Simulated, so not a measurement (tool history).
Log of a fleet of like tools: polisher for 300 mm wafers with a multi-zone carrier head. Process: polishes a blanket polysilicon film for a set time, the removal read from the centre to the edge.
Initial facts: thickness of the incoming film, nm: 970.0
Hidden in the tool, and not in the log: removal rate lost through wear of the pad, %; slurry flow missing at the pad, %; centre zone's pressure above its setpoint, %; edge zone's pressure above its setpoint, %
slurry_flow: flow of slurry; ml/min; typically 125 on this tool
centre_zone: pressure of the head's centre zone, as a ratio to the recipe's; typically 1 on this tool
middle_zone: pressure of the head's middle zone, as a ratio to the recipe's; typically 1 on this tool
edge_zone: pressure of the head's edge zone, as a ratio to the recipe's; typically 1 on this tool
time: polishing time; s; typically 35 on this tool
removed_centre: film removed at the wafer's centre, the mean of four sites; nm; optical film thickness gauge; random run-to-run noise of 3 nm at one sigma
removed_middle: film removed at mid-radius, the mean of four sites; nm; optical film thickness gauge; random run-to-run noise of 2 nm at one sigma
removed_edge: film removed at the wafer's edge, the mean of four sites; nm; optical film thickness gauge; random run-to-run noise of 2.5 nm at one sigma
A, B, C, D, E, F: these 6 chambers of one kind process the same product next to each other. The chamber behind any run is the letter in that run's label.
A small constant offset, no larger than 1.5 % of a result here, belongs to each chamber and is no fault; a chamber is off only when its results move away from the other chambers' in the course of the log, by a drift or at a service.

run   hour  slurry_flow  centre_zone  middle_zone  edge_zone  time  wafers polished on this pad  hours since the slurry nozzle was cleaned  hours since the centre zone pressure was calibrated  hours since the edge zone pressure was calibrated  removed_centre  removed_middle  removed_edge
       2.7  -- chamber F: edge zone pressure recalibrated
 1C      6          125            1            1          1    35                         1149                                      214.3                                                276.8                                              873.7          250.97          245.71        242.78
      12.3  -- chamber E: worn pad replaced by a new one
 2F   16.4          125            1            1          1    35                         1253                                       97.4                                                 98.9                                               13.7          241.23          249.59         246.9
      21.8  -- chamber F: worn pad replaced by a new one
      25.5  -- chamber C: worn pad replaced by a new one
 3B   27.2          125            1            1          1    35                          822                                      191.4                                                 66.9                                              749.6           246.6          249.67        246.22
 4A   33.7          125            1            1          1    35                          699                                      515.8                                                369.1                                              638.9          248.64          248.99        246.77
      33.8  -- chamber B: worn pad replaced by a new one
      35.9  -- chamber E: centre zone pressure recalibrated
 5D   45.1          125            1         0.94       1.06    35                          756                                       68.4                                                784.9                                              170.8          251.61           231.2        255.56
      47.7  -- chamber B: edge zone pressure recalibrated
 6E     56          125            1         0.94       1.06    35                          573                                      147.5                                                 20.1                                                129          247.76          231.83        253.91
 7B   64.8          125            1         0.94       1.06    35                          407                                        229                                                104.5                                               17.1          242.32          235.57         250.8
      70.6  -- chamber D: worn pad replaced by a new one
      75.4  -- chamber D: centre zone pressure recalibrated
 8C   76.4          125            1         0.94       1.06    35                          668                                      284.7                                                347.2                                              944.1          244.51          232.73        254.73
      78.8  -- chamber E: worn pad replaced by a new one
      79.8  -- chamber A: worn pad replaced by a new one
      85.7  -- chamber A: centre zone pressure recalibrated
 9F   87.7          125            1         0.94       1.06    35                          865                                      168.7                                                170.2                                                 85          244.03          233.94        251.18
10E   93.7          125            1         0.94       1.06    35                          196                                      185.2                                                 57.8                                              166.7          241.16          233.83        252.57
      97.8  -- chamber B: worn pad replaced by a new one
11D  106.1          125          1.1            1          1    40                          466                                      129.4                                                 30.8                                              231.8          316.24          278.39        281.51
     109.7  -- chamber F: worn pad replaced by a new one
12A  118.7          125          1.1            1          1    40                          511                                      600.8                                                   33                                              723.9          312.69          281.99        280.24
13A  124.5          125          1.1            1          1    40                          587                                      606.6                                                 38.8                                              729.7          306.64          276.93        277.46
     129.9  -- chamber C: worn pad replaced by a new one
14B  131.3          125          1.1            1          1    40                          440                                      295.5                                                  171                                               83.6          319.41          277.47        275.53
15C  138.6          125          1.1            1          1    40                          114                                      346.9                                                409.4                                             1006.3          318.01          280.64        275.59
     146.7  -- chamber E: worn pad replaced by a new one
16D  147.5          125          1.1            1          1    40                         1009                                      170.8                                                 72.2                                              273.2          313.05          281.64        279.34
     155.2  -- chamber D: worn pad replaced by a new one
17E  157.6          125            1            1          1    35                          144                                      249.1                                                121.7                                              230.6          245.09          246.38        248.78
     158.9  -- chamber D: edge zone pressure recalibrated
18F  170.5          125            1            1       1.07    35                          798                                      251.5                                                  253                                              167.8          240.46           243.6         253.2
     182.1  -- chamber B: worn pad replaced by a new one
19D    183          125            1            1       1.07    35                          365                                      206.3                                                107.7                                               24.1          248.94          243.78        257.27
20A  189.5          125            1            1       1.07    35                         1440                                      671.6                                                103.8                                              794.7           234.6          239.24        248.36
     194.9  -- chamber A: worn pad replaced by a new one
21F  195.8          125            1            1       1.07    35                         1130                                      276.8                                                278.3                                              193.1          246.24          248.28        257.72
22B  202.6          125            1            1       1.07    35                          270                                      366.8                                                242.3                                              154.9           249.8          246.54        252.97
     203.5  -- chamber F: worn pad replaced by a new one
     209.5  -- chamber F: slurry nozzle cleaned
     210.2  -- chamber E: worn pad replaced by a new one
     211.3  -- chamber C: slurry nozzle cleaned
23C  215.4          125            1            1       1.07    35                         1122                                        4.1                                                486.2                                             1083.1          251.55          246.13        250.48
24E  227.6          125            1            1          1    35                          229                                      319.1                                                191.7                                              300.6          243.05          246.78        246.67
     233.9  -- chamber D: worn pad replaced by a new one
25D    239          125            1            1          1    35                           67                                      262.3                                                163.7                                               80.1          248.24          243.81        246.45
     241.7  -- chamber C: worn pad replaced by a new one
26C  245.4           95            1            1          1    35                           49                                       34.1                                                516.2                                             1113.1          221.89          228.62        235.22
27E    258           95            1            1          1    35                          628                                      349.5                                                222.1                                                331           219.2          224.96        236.52
     259.6  -- chamber B: worn pad replaced by a new one
28B    270           95            1            1          1    35                          136                                      434.2                                                309.7                                              222.3          227.53          228.84        230.13
29A  281.2           95            1            1          1    35                         1133                                      763.3                                                195.5                                              886.4           207.4          215.62        224.25
     281.9  -- chamber E: worn pad replaced by a new one
     291.1  -- chamber A: worn pad replaced by a new one
30F    292           95            1            1          1    35                         1162                                       82.5                                                374.5                                              289.3          226.69           228.4         231.2
31A  299.6           95            1            1          1    35                          111                                      781.7                                                213.9                                              904.8          209.17          212.72        220.61
       310  -- chamber E: edge zone pressure recalibrated
32F  310.1          125            1            1          1    35                         1399                                      100.6                                                392.6                                              307.4          248.34          246.31         243.4
     315.2  -- chamber D: worn pad replaced by a new one
33D  316.8          125            1            1          1    29                           21                                      340.1                                                241.5                                              157.9          202.68          201.64        203.07
     326.9  -- chamber B: worn pad replaced by a new one
34B  328.6          125            1            1          1    29                           22                                      492.8                                                368.3                                              280.9          206.22          203.67        201.42
35C  335.7          125            1            1          1    29                         1234                                      124.4                                                606.5                                             1203.4          198.21          198.47        202.47
     342.3  -- chamber C: worn pad replaced by a new one
36E  342.3          125            1            1          1    29                          793                                      433.8                                                306.4                                               32.3          206.63          201.69         203.4
37C  349.5          125            1            1          1    29                           95                                      138.2                                                620.3                                             1217.2          203.36          202.41        199.74
       350  -- chamber E: worn pad replaced by a new one
38B  362.3          125            1            1          1    29                          464                                      526.5                                                  402                                              314.6          208.28          205.84        201.65
39E    371          125            1            1       0.95    35                          275                                      462.5                                                335.1                                                 61          244.99          245.59        236.72

Does one chamber stand apart from the rest, does the shared gauge drift, or is all well apart from small per-chamber offsets? Give the chamber and the most likely cause, where there is one.

Little by little, chamber A moves away from the other chambers.
Most likely cause: slurry flow missing at the pad, % = 27.3.

Below are 4 candidate recipes for chamber A's next run, each the usual settings with a change, their results shown as question marks. Which of them brings A's results back in line with what the other chambers give on the usual settings?
In line means no further than this from the other chambers' mean on the usual settings: removed_centre 10 nm; removed_middle 7.1 nm; removed_edge 8.7 nm
40A-1  380.2          125         1.01            1       0.99    36                                                                                                                                                                                               ?               ?             ?
40A-2  380.2          125         0.99            1       1.01    34                                                                                                                                                                                               ?               ?             ?
40A-3  380.2          120         0.97         0.99       1.02    33                                                                                                                                                                                               ?               ?             ?
40A-4  380.2          130         1.03         1.01       0.98    37                                                                                                                                                                                               ?               ?             ?

Other chambers, usual settings, mean: removed_centre 246.14 nm; removed_middle 245.32 nm; removed_edge 245.5 nm
  run  removed_centre  removed_middle  removed_edge
40A-1          229.97          234.88        239.11
40A-2          212.56          221.85        228.23
40A-3          198.79           210.6        220.82
40A-4          244.79          246.55        246.36
The answer is 40A-4, which returns the chamber to within the allowed miss of the others.
